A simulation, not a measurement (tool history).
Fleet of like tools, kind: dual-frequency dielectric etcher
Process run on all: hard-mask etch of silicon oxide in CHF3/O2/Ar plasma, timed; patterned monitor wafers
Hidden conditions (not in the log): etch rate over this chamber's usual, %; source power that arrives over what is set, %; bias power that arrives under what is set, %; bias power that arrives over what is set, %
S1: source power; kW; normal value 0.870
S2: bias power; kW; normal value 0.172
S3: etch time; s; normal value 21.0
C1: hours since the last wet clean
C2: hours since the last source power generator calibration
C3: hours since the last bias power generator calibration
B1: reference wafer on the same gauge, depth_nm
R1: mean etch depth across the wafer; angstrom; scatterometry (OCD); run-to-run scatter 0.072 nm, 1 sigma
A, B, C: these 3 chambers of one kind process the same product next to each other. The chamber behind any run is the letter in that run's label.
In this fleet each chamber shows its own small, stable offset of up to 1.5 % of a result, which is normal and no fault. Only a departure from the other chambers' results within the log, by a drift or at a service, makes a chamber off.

run   hour     S1     S2    S3     C1      C2      C3      B1      R1
 1C   12.2  0.870  0.172  21.0  480.6   759.8  2262.4  46.330  469.27
 2B   22.5  0.870  0.172  21.0  367.2  1066.3  3723.0  46.327  471.42
      24.2  -- chamber C: wet clean of the chamber
 3A   30.2  0.870  0.172  21.0  297.7   850.2  2894.9  46.298  467.49
      31.7  -- chamber C: bias power generator calibrated
 4A   37.0  0.870  0.172  21.0  304.5   857.0  2901.7  46.339  466.23
 5C   43.3  0.870  0.172  18.5   19.1   790.9    11.7  46.330  413.96
 6B   55.3  0.870  0.172  18.5  400.0  1099.1  3755.8  46.346  415.47
 7B   61.5  0.870  0.172  18.5  406.2  1105.3  3762.0  46.372  415.38
 8C   71.2  0.870  0.172  21.0   47.0   818.8    39.6  46.350  469.98
 9A   80.3  0.870  0.200  21.0  347.8   900.3  2945.0  46.363  491.58
10C   89.8  0.870  0.200  21.0   65.6   837.4    58.2  46.371  495.09
11B  101.1  0.870  0.200  21.0  445.8  1144.9  3801.6  46.380  495.90
     110.8  -- chamber A: wet clean of the chamber
12A  113.5  0.870  0.172  17.5    2.7   933.5  2978.2  46.402  389.56
13A  121.6  0.870  0.172  17.5   10.8   941.6  2986.3  46.393  390.84
14B  132.4  0.870  0.172  17.5  477.1  1176.2  3832.9  46.406  394.93
15C  145.8  0.870  0.172  21.0  121.6   893.4   114.2  46.414  470.56
16B  157.1  0.870  0.172  21.0  501.8  1200.9  3857.6  46.450  473.08
17A  165.8  0.870  0.172  21.0   55.0   985.8  3030.5  46.430  467.90
18C  175.4  0.690  0.142  21.0  151.2   923.0   143.8  46.448  405.06
19A  187.6  0.690  0.142  21.0   76.8  1007.6  3052.3  46.452  402.51
20C  195.1  0.690  0.142  21.0  170.9   942.7   163.5  46.450  405.41
21B  205.9  0.870  0.172  21.0  550.6  1249.7  3906.4  46.465  472.80
22B  218.8  0.870  0.172  21.0  563.5  1262.6  3919.3  46.472  474.94
23C  228.7  0.870  0.172  21.0  204.5   976.3   197.1  46.491  472.68
24A  241.8  0.870  0.172  21.0  131.0  1061.8  3106.5  46.500  467.65
25B  248.5  0.980  0.172  24.0  593.2  1292.3  3949.0  46.510  567.51
26C  255.1  0.980  0.172  24.0  230.9  1002.7   223.5  46.504  562.65
27A  261.8  0.980  0.172  24.0  151.0  1081.8  3126.5  46.490  561.42
28A  271.2  0.870  0.172  21.0  160.4  1091.2  3135.9  46.531  467.16
29B  283.0  0.870  0.172  21.0  627.7  1326.8  3983.5  46.532  473.41
30C  295.1  0.870  0.172  24.0  270.9  1042.7   263.5  46.540  540.49
31B  301.2  0.870  0.172  24.0  645.9  1345.0  4001.7  46.563  542.34
32A  311.5  0.870  0.172  24.0  200.7  1131.5  3176.2  46.563  535.61
33C  320.6  0.660  0.172  16.5  296.4  1068.2   289.0  46.576  333.55
34C  331.4  0.660  0.172  16.5  307.2  1079.0   299.8  46.590  333.54
35A  342.1  0.660  0.172  16.5  231.3  1162.1  3206.8  46.574  332.91

Next, all 3 chambers run the settings below, one line each with question marks for the results. What does each chamber give?
36A  351.9  0.870  0.142  21.0                   ?
36B  351.9  0.870  0.142  21.0                   ?
36C  351.9  0.870  0.142  21.0                   ?

run      R1
36A  441.53
36B  447.18
36C  444.73
